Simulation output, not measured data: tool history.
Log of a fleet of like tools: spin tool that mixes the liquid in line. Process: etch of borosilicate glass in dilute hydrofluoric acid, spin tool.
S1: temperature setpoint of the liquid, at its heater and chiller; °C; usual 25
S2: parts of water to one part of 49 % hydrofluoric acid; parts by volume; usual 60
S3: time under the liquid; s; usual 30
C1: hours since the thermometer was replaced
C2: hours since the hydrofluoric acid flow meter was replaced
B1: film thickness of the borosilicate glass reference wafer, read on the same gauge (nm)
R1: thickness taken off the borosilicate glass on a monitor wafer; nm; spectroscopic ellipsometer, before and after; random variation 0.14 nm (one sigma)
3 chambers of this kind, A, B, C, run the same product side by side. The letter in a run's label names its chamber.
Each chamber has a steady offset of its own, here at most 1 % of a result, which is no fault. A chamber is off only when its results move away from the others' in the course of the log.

run	day	S1	S2	S3	C1	C2	B1	R1
1B	0.583	25	60	30	338.9	729.9	80.008	16.296
2C	0.979	25	60	30	80.6	662.7	80.048	16.495
3A	1.567	25	60	30	1720.8	525.4	80.043	16.401
4A	2.046	25	60	30	1732.3	536.9	80.008	16.433
5C	2.533	25	60	30	117.9	700	80.007	16.216
6B	3.079	25	60	30	398.8	789.8	80.006	16.52
7B	3.717	25	60	30	414.1	805.1	80.05	16.466
8A	4.283	26.5	60	40	1786	590.6	80.014	23.363
9C	4.708	26.5	60	40	170.1	752.2	80.006	23.279
10C	5.112	26.5	60	40	179.8	761.9	79.953	23.032
11B	5.488	25	60	30	456.6	847.6	79.982	16.696
12A	6.117	25	60	15	1830	634.6	80.008	8.3135
# day 6.438: chamber A: hydrofluoric acid flow meter replaced
13C	6.767	25	60	15	219.5	801.6	79.973	8.1521
# day 7.229: chamber C: hydrofluoric acid flow meter replaced
14B	7.254	25	60	15	499	890	80.001	8.5171
15A	7.875	25	60	30	1872.2	34.5	79.971	16.313
16B	8.496	27	60	30	528.8	919.8	80.031	18.681
17C	9.021	27	60	30	273.6	43	80.047	17.619
18A	9.488	27	60	30	1910.9	73.2	80.031	17.683
19C	10.067	25	50	40	298.7	68.1	79.983	26.524
20A	10.45	25	50	40	1934	96.3	80.01	26.538

What goes on in this fleet: one chamber off, a drifting gauge, or nothing beyond the chambers' own small offsets? Name the chamber and the cause, if any.

Chamber B drifts away from the others.
Cause: hydrofluoric acid flow above the setpoint (%) = 9.83.
The log may not tell that from: liquid hotter than its thermometer reads (K).

Here are 4 candidates for chamber B's next run, each the usual settings with a change, their results left as question marks. Which one brings its results back in line with what the others give on the usual settings?
In line means no further than this from the other chambers' mean on the usual settings: R1 0.49 nm
21B-1	10.921	25	65	30				?
21B-2	10.921	27	60	30				?
21B-3	10.921	25.5	60	35				?
21B-4	10.921	21	60	30				?

The other chambers' mean on the usual settings: R1 16.329 nm
run	R1
21B-1	16.278
21B-2	19.266
21B-3	21.151
21B-4	15.045
21B-1 brings the chamber back in line.

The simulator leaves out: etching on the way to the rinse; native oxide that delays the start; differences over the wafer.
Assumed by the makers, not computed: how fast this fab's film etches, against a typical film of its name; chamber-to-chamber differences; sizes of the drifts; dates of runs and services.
